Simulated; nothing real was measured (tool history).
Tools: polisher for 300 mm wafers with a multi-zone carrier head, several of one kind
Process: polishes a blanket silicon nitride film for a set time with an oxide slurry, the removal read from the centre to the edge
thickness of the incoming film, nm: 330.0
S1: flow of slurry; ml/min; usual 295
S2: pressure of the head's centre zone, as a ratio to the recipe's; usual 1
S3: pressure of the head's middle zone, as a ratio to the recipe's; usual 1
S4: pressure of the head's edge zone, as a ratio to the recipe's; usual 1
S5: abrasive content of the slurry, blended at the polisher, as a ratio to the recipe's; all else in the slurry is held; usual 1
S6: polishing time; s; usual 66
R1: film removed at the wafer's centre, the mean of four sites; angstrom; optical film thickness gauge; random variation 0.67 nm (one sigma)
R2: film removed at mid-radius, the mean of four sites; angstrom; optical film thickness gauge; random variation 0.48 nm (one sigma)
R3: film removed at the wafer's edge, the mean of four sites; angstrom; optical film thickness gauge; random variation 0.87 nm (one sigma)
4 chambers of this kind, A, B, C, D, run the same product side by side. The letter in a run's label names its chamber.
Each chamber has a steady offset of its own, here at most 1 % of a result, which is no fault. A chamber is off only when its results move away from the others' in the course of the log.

Run 1C, hour 6.5: usual settings. Result: R1 614.93 angstrom, R2 615.82 angstrom, R3 619.14 angstrom.
At hour 8.2: chamber C: worn pad replaced by a new one.
Run 2D, hour 12.8: usual settings. Result: R1 608.12 angstrom, R2 616.57 angstrom, R3 633.27 angstrom.
At hour 17.7: chamber D: slurry nozzle cleaned.
Run 3A, hour 17.9: usual settings. Result: R1 621.65 angstrom, R2 627.8 angstrom, R3 608.86 angstrom.
Run 4B, hour 22.5: usual settings. Result: R1 617.69 angstrom, R2 625.92 angstrom, R3 626.19 angstrom.
Run 5C, hour 26.5: usual settings. Result: R1 609.86 angstrom, R2 610.51 angstrom, R3 611.45 angstrom.
At hour 30.8: chamber A: worn pad replaced by a new one.
At hour 31.8: chamber D: worn pad replaced by a new one.
Run 6D, hour 33.3: usual settings. Result: R1 637.2 angstrom, R2 617.54 angstrom, R3 618.84 angstrom.
Run 7B, hour 39.3: usual settings. Result: R1 616.38 angstrom, R2 619.87 angstrom, R3 612.01 angstrom.
Run 8A, hour 46.8: usual settings. Result: R1 617.82 angstrom, R2 617.97 angstrom, R3 615.31 angstrom.
Run 9D, hour 51.8: usual settings. Result: R1 606.87 angstrom, R2 618.34 angstrom, R3 615.09 angstrom.
At hour 54.9: chamber C: worn pad replaced by a new one.
Run 10B, hour 56.7: usual settings. Result: R1 617.9 angstrom, R2 620.47 angstrom, R3 623.3 angstrom.
At hour 58.3: chamber B: slurry nozzle cleaned.
Run 11A, hour 60.4: usual settings but S2 1.07, S3 1.07. Result: R1 663.09 angstrom, R2 667.37 angstrom, R3 615.85 angstrom.
Run 12C, hour 64.8: usual settings but S2 1.07, S3 1.07. Result: R1 655.94 angstrom, R2 663.36 angstrom, R3 618.05 angstrom.
Run 13C, hour 72.1: usual settings but S2 1.07, S3 1.07. Result: R1 661.85 angstrom, R2 653.52 angstrom, R3 616.49 angstrom.
Run 14D, hour 79.2: usual settings but S2 1.07, S3 1.07. Result: R1 678.23 angstrom, R2 657.56 angstrom, R3 630.29 angstrom.
At hour 81.9: chamber A: worn pad replaced by a new one.
Run 15B, hour 82.8: usual settings. Result: R1 618.75 angstrom, R2 617.16 angstrom, R3 605.29 angstrom.
Run 16A, hour 86.1: usual settings. Result: R1 628.71 angstrom, R2 625.79 angstrom, R3 612.58 angstrom.
Run 17D, hour 93: usual settings but S3 1.09, S5 0.8. Result: R1 553.68 angstrom, R2 598.92 angstrom, R3 551.84 angstrom.
Run 18B, hour 96.6: usual settings but S3 1.09, S5 0.8. Result: R1 556.99 angstrom, R2 592.74 angstrom, R3 528.69 angstrom.
Run 19C, hour 101.6: usual settings but S3 1.09, S5 0.8. Result: R1 553.38 angstrom, R2 593.19 angstrom, R3 559.86 angstrom.
At hour 103: chamber C: worn pad replaced by a new one.
Run 20A, hour 107.8: usual settings but S3 1.09, S5 0.8. Result: R1 567.73 angstrom, R2 605.1 angstrom, R3 541.85 angstrom.
Run 21A, hour 113.2: usual settings. Result: R1 625.38 angstrom, R2 621.4 angstrom, R3 599.68 angstrom.
Run 22D, hour 119.3: usual settings but S1 355 ml/min, S5 1.1. Result: R1 668.53 angstrom, R2 653.96 angstrom, R3 642.88 angstrom.
At hour 122.1: chamber D: worn pad replaced by a new one.
Run 23B, hour 124.8: usual settings but S1 355 ml/min, S5 1.1. Result: R1 632.16 angstrom, R2 637.35 angstrom, R3 632.91 angstrom.
Run 24C, hour 130: usual settings but S1 355 ml/min, S5 1.1. Result: R1 666.38 angstrom, R2 653.93 angstrom, R3 657.01 angstrom.
At hour 136.8: chamber A: worn pad replaced by a new one.
Run 25B, hour 137.1: usual settings but S1 355 ml/min, S5 1.1. Result: R1 631.14 angstrom, R2 628.14 angstrom, R3 612.68 angstrom.
Run 26D, hour 142.1: usual settings but S2 0.91, S5 1.25. Result: R1 598.61 angstrom, R2 684.04 angstrom, R3 677.96 angstrom.
Run 27A, hour 146.9: usual settings but S2 0.91, S5 1.25. Result: R1 624.35 angstrom, R2 682.48 angstrom, R3 676.35 angstrom.
Run 28C, hour 151.2: usual settings but S2 0.91, S5 1.25. Result: R1 593.22 angstrom, R2 678.39 angstrom, R3 657.51 angstrom.
Run 29B, hour 158.6: usual settings but S2 0.91, S5 1.25. Result: R1 580.46 angstrom, R2 647.65 angstrom, R3 636.74 angstrom.
Run 30A, hour 164.6: usual settings. Result: R1 622.76 angstrom, R2 616.65 angstrom, R3 615.95 angstrom.
At hour 165.5: chamber C: worn pad replaced by a new one.
Run 31C, hour 169.4: usual settings. Result: R1 625.8 angstrom, R2 606.41 angstrom, R3 605.05 angstrom.
Run 32D, hour 174.3: usual settings. Result: R1 616.23 angstrom, R2 614.9 angstrom, R3 617.45 angstrom.
Run 33B, hour 180.3: usual settings. Result: R1 585.79 angstrom, R2 578.53 angstrom, R3 561.32 angstrom.
Run 34C, hour 184.4: usual settings. Result: R1 607.12 angstrom, R2 605.22 angstrom, R3 604.69 angstrom.
Run 35D, hour 188.6: usual settings. Result: R1 620.41 angstrom, R2 619.29 angstrom, R3 626.07 angstrom.
Run 36A, hour 192.6: usual settings. Result: R1 622.36 angstrom, R2 623.22 angstrom, R3 616.92 angstrom.
At hour 196.4: chamber A: worn pad replaced by a new one.
Run 37C, hour 198.2: usual settings. Result: R1 618.63 angstrom, R2 614.33 angstrom, R3 615.67 angstrom.
Run 38A, hour 203.4: usual settings. Result: R1 613.25 angstrom, R2 624 angstrom, R3 608.2 angstrom.

Next, every chamber runs the same settings. What will each give?
Run 39A, hour 208.8: usual settings. Result: R1 ?, R2 ?, R3 ?.
Run 39B, hour 208.8: usual settings. Result: R1 ?, R2 ?, R3 ?.
Run 39C, hour 208.8: usual settings. Result: R1 ?, R2 ?, R3 ?.
Run 39D, hour 208.8: usual settings. Result: R1 ?, R2 ?, R3 ?.

run      R1      R2      R3
39A  634.65  619.27  624.19
39B  565.55  556.43  547.09
39C  615.71  610.75  623.78
39D  615.76   614.8  614.26
